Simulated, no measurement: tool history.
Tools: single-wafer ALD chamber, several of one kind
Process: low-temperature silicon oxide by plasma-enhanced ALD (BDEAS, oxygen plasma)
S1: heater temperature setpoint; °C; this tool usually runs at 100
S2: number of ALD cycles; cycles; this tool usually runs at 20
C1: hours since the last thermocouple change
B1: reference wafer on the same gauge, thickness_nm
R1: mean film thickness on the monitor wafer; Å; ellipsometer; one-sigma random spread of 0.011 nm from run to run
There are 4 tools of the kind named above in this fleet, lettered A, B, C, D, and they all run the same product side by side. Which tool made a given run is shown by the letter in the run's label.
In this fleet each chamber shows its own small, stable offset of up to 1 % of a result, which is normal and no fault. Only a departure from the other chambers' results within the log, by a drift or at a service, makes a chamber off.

run 1D hour=2.7 | S1=100 S2=20 | C1=341.4 | B1=2.5787 | R1=28.182
run 2B hour=8.4 | S1=100 S2=20 | C1=2225.2 | B1=2.58 | R1=28.547
run 3A hour=12.5 | S1=100 S2=20 | C1=833.2 | B1=2.5803 | R1=28.623
run 4C hour=18.5 | S1=100 S2=20 | C1=1879.7 | B1=2.5782 | R1=28.475
run 5C hour=22 | S1=100 S2=20 | C1=1883.2 | B1=2.5805 | R1=28.357
run 6B hour=26 | S1=100 S2=20 | C1=2242.8 | B1=2.5772 | R1=28.438
run 7A hour=31.4 | S1=100 S2=20 | C1=852.1 | B1=2.5803 | R1=28.555
run 8D hour=34.9 | S1=100 S2=20 | C1=373.6 | B1=2.5782 | R1=28.453
run 9B hour=40.4 | S1=100 S2=20 | C1=2257.2 | B1=2.5814 | R1=28.574
run 10D hour=43.4 | S1=100 S2=20 | C1=382.1 | B1=2.5808 | R1=28.501
run 11A hour=46.7 | S1=100 S2=20 | C1=867.4 | B1=2.5808 | R1=28.54
run 12C hour=49.5 | S1=100 S2=20 | C1=1910.7 | B1=2.5795 | R1=28.601
run 13D hour=54.2 | S1=100 S2=20 | C1=392.9 | B1=2.5798 | R1=28.329
run 14A hour=57.4 | S1=94 S2=20 | C1=878.1 | B1=2.5812 | R1=29.289
run 15B hour=60.3 | S1=94 S2=20 | C1=2277.1 | B1=2.5782 | R1=29.039
run 16C hour=63.9 | S1=94 S2=20 | C1=1925.1 | B1=2.5806 | R1=29.27
run 17C hour=69.6 | S1=94 S2=20 | C1=1930.8 | B1=2.5801 | R1=29.076
run 18A hour=74.3 | S1=100 S2=20 | C1=895 | B1=2.5807 | R1=28.67
run 19B hour=78.5 | S1=100 S2=20 | C1=2295.3 | B1=2.5821 | R1=28.637
run 20D hour=82.8 | S1=100 S2=20 | C1=421.5 | B1=2.5797 | R1=28.241
run 21D hour=85.8 | S1=100 S2=20 | C1=424.5 | B1=2.5783 | R1=28.097
run 22C hour=90 | S1=100 S2=20 | C1=1951.2 | B1=2.5759 | R1=28.286
run 23A hour=95.8 | S1=100 S2=20 | C1=916.5 | B1=2.5796 | R1=28.576
run 24B hour=102 | S1=100 S2=20 | C1=2318.8 | B1=2.5798 | R1=28.681
run 25A hour=108 | S1=100 S2=20 | C1=928.7 | B1=2.5793 | R1=28.585
run 26B hour=112.7 | S1=100 S2=20 | C1=2329.5 | B1=2.5815 | R1=28.717
run 27D hour=118.5 | S1=100 S2=20 | C1=457.2 | B1=2.5796 | R1=28.368
run 28C hour=121.2 | S1=100 S2=20 | C1=1982.4 | B1=2.5815 | R1=28.266
run 29B hour=126.9 | S1=100 S2=20 | C1=2343.7 | B1=2.5817 | R1=28.546
run 30D hour=129.9 | S1=100 S2=20 | C1=468.6 | B1=2.5796 | R1=28.349
run 31C hour=135.1 | S1=100 S2=20 | C1=1996.3 | B1=2.5801 | R1=28.686
run 32A hour=139.3 | S1=100 S2=20 | C1=960 | B1=2.5835 | R1=28.543
run 33B hour=143.3 | S1=100 S2=20 | C1=2360.1 | B1=2.5814 | R1=28.779
run 34D hour=148.6 | S1=100 S2=20 | C1=487.3 | B1=2.5818 | R1=28.393
run 35C hour=152.5 | S1=100 S2=20 | C1=2013.7 | B1=2.5812 | R1=28.471
run 36A hour=157.2 | S1=100 S2=20 | C1=977.9 | B1=2.582 | R1=28.592
run 37C hour=162.7 | S1=100 S2=20 | C1=2023.9 | B1=2.5792 | R1=28.156
run 38B hour=168.1 | S1=100 S2=20 | C1=2384.9 | B1=2.5798 | R1=28.549
run 39A hour=171 | S1=100 S2=20 | C1=991.7 | B1=2.5789 | R1=28.524

What goes on in this fleet: one chamber off, a drifting gauge, or nothing beyond the chambers' own small offsets? Name the chamber and the cause, if any.

All chambers stay in line apart from their small fixed offsets, and the gauge does not drift.

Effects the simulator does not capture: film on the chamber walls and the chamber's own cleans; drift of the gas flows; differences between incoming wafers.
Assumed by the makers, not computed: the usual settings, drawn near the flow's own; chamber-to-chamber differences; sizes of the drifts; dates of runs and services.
